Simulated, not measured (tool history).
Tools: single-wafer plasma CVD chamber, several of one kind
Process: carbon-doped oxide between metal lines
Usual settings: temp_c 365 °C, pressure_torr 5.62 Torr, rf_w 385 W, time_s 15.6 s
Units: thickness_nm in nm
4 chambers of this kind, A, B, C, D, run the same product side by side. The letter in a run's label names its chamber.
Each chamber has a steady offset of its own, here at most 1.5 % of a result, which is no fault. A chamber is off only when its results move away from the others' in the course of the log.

run	hour	temp_c	pressure_torr	rf_w	time_s	read-back reference wafer on the same gauge, thickness_nm	thickness_nm
1D	13.3	365	5.62	385	15.6	70.734	66.062
2B	21.1	365	5.62	385	15.6	70.648	66.048
3C	31.0	365	5.62	385	15.6	70.668	65.667
4A	43.8	365	5.62	385	15.6	70.703	64.682
5C	58.5	365	5.62	385	15.6	70.796	65.660
6D	68.4	365	5.62	385	15.6	70.709	65.897
7A	81.6	365	5.62	385	14.5	70.733	59.968
8B	96.3	365	5.62	385	14.5	70.761	61.191
9D	106.7	365	5.62	385	14.5	70.721	60.741
10B	115.6	365	5.62	385	14.5	70.665	61.102
11C	122.3	365	5.62	385	15.6	70.737	65.575
12A	131.3	365	5.62	385	15.6	70.756	64.303
13D	144.6	365	5.62	385	15.6	70.570	65.672
14C	153.2	365	5.62	385	15.6	70.729	65.857
15A	161.2	365	5.62	385	15.6	70.714	63.420
16B	169.4	365	5.62	385	15.6	70.691	65.269
17B	180.1	365	5.62	385	15.6	70.674	65.648
18A	192.1	365	5.62	385	15.6	70.752	63.747
19D	199.1	365	5.62	385	15.6	70.716	64.935
20C	211.8	365	6.28	385	15.6	70.615	66.360
21C	225.0	365	6.28	385	15.6	70.744	66.183
22B	232.2	365	6.28	385	15.6	70.633	65.845
23A	239.1	365	6.28	385	15.6	70.675	64.143
24D	248.1	365	5.62	385	15.6	70.584	66.101
25C	254.8	365	5.62	385	15.6	70.680	65.406
26A	263.4	365	5.62	385	15.6	70.735	63.026
27B	277.7	365	5.62	385	15.6	70.655	65.281
# hour 290.1: chamber A: capacitance manometer re-zeroed and calibrated
28D	291.1	365	4.72	385	18.1	70.771	73.893
29D	305.8	365	4.72	385	18.1	70.771	74.155
30C	315.0	365	4.72	385	18.1	70.642	74.034
31A	324.2	365	4.72	385	18.1	70.695	70.431
32B	331.2	365	5.62	385	15.6	70.806	65.600
33C	340.9	365	5.62	385	15.6	70.687	65.430
34D	355.3	365	5.62	385	15.6	70.805	65.329

What goes on in this fleet: one chamber off, a drifting gauge, or nothing beyond the chambers' own small offsets? Name the chamber and the cause, if any.

Chamber A drifts away from the others.
Cause: delivered RF power below the setpoint (%) = 4.27.

Here are 4 candidates for chamber A's next run, each the usual settings with a change, their results left as question marks. Which one brings its results back in line with what the others give on the usual settings?
In line means no further than this from the other chambers' mean on the usual settings: thickness_nm 1.100 nm
35A-1	366.2	365	5.62	400	16.4		?
35A-2	366.2	366	5.62	370	14.8		?
35A-3	366.2	364	5.70	405	15.6		?
35A-4	366.2	366	5.54	365	15.6		?

The other chambers' mean on the usual settings: thickness_nm 65.458 nm
run	thickness_nm
35A-1	67.544
35A-2	57.364
35A-3	65.162
35A-4	59.692
35A-3 brings the chamber back in line.
